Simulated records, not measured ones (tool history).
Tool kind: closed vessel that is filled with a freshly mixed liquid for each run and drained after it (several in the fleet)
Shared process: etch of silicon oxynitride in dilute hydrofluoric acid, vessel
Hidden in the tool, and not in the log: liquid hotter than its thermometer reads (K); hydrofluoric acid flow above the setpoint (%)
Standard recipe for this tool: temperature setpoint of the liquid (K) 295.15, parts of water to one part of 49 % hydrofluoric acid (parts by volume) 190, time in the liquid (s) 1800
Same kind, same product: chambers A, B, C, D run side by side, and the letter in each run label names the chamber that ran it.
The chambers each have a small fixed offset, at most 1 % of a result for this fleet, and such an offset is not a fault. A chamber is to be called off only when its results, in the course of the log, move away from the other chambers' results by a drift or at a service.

run   hour  temperature setpoint of the liquid (K)  parts of water to one part of 49 % hydrofluoric acid (parts by volume)  time in the liquid (s)  hours since the thermometer was replaced  hours since the hydrofluoric acid flow meter was replaced  read-back film thickness of the silicon oxynitride reference wafer, read on the same gauge (nm)  thickness taken off the silicon oxynitride on a monitor wafer (angstrom)
 1D   10.6                                  295.15                                                                     190                    1800                                     703.1                                                      713.7                                                                                           39.987                                                                    348.63
 2A   20.0                                  295.15                                                                     190                    1800                                    1311.2                                                      373.9                                                                                           39.993                                                                    347.11
 3C   31.4                                  295.15                                                                     190                    1800                                      36.3                                                     1344.6                                                                                           39.978                                                                    348.13
 4B   42.1                                  295.15                                                                     190                    1800                                    1126.7                                                      743.4                                                                                           39.974                                                                    340.02
 5C   54.0                                  295.15                                                                     190                    1800                                      58.9                                                     1367.2                                                                                           40.036                                                                    351.04
 6D   65.0                                  295.15                                                                     190                    1800                                     757.5                                                      768.1                                                                                           40.000                                                                    340.44
 7B   71.3                                  293.65                                                                     190                    1355                                    1155.9                                                      772.6                                                                                           40.019                                                                    240.22
 8A   80.5                                  293.65                                                                     190                    1355                                    1371.7                                                      434.4                                                                                           40.002                                                                    244.65
 9D   90.0                                  293.65                                                                     190                    1355                                     782.5                                                      793.1                                                                                           39.984                                                                    243.32
10C   98.8                                  293.65                                                                     190                    1355                                     103.7                                                     1412.0                                                                                           40.007                                                                    246.16
11B  104.8                                  295.15                                                                     190                    1800                                    1189.4                                                      806.1                                                                                           39.986                                                                    341.42
12A  116.3                                  295.15                                                                     190                    1800                                    1407.5                                                      470.2                                                                                           40.003                                                                    346.41
13C  123.4                                  295.15                                                                     190                    1800                                     128.3                                                     1436.6                                                                                           40.003                                                                    352.66
14B  131.4                                  295.15                                                                     190                    1800                                    1216.0                                                      832.7                                                                                           40.017                                                                    337.18
15D  136.9                                  295.15                                                                     140                    1800                                     829.4                                                      840.0                                                                                           39.992                                                                    479.49
16A  144.0                                  295.15                                                                     140                    1800                                    1435.2                                                      497.9                                                                                           40.001                                                                    483.52
17B  155.4                                  295.15                                                                     140                    1800                                    1240.0                                                      856.7                                                                                           40.019                                                                    477.97
     161.3  -- chamber D: hydrofluoric acid flow meter replaced
18A  167.9                                  295.15                                                                     140                    1800                                    1459.1                                                      521.8                                                                                           39.990                                                                    487.22
19D  175.2                                  295.15                                                                     190                    1800                                     867.7                                                       13.9                                                                                           39.997                                                                    341.41
20C  182.4                                  295.15                                                                     190                    1800                                     187.3                                                     1495.6                                                                                           40.020                                                                    365.09
21A  193.4                                  295.15                                                                     190                    1800                                    1484.6                                                      547.3                                                                                           39.987                                                                    349.97
22B  204.6                                  295.15                                                                     190                    1800                                    1289.2                                                      905.9                                                                                           40.016                                                                    341.33
23D  210.8                                  295.15                                                                     220                    2330                                     903.3                                                       49.5                                                                                           40.004                                                                    378.81
24C  219.1                                  295.15                                                                     220                    2330                                     224.0                                                     1532.3                                                                                           40.002                                                                    398.75
25D  225.2                                  295.15                                                                     220                    2330                                     917.7                                                       63.9                                                                                           40.019                                                                    378.91
     227.6  -- chamber A: thermometer replaced
26A  234.3                                  295.15                                                                     220                    2330                                       6.8                                                      588.2                                                                                           39.967                                                                    379.60
27B  243.8                                  295.15                                                                     190                    1800                                    1328.4                                                      945.1                                                                                           40.030                                                                    345.83
28C  252.3                                  295.15                                                                     190                    1800                                     257.2                                                     1565.5                                                                                           39.994                                                                    366.53

Next, all 4 chambers run the settings below, one line each with question marks for the results. What does each chamber give?
29A  261.3                                  295.15                                                                     260                    1800                                                                                                                                                                                                                                                                               ?
29B  261.3                                  295.15                                                                     260                    1800                                                                                                                                                                                                                                                                               ?
29C  261.3                                  295.15                                                                     260                    1800                                                                                                                                                                                                                                                                               ?
29D  261.3                                  295.15                                                                     260                    1800                                                                                                                                                                                                                                                                               ?

run  thickness taken off the silicon oxynitride on a monitor wafer (angstrom)
29A                                                                    240.76
29B                                                                    242.34
29C                                                                    254.32
29D                                                                    236.98
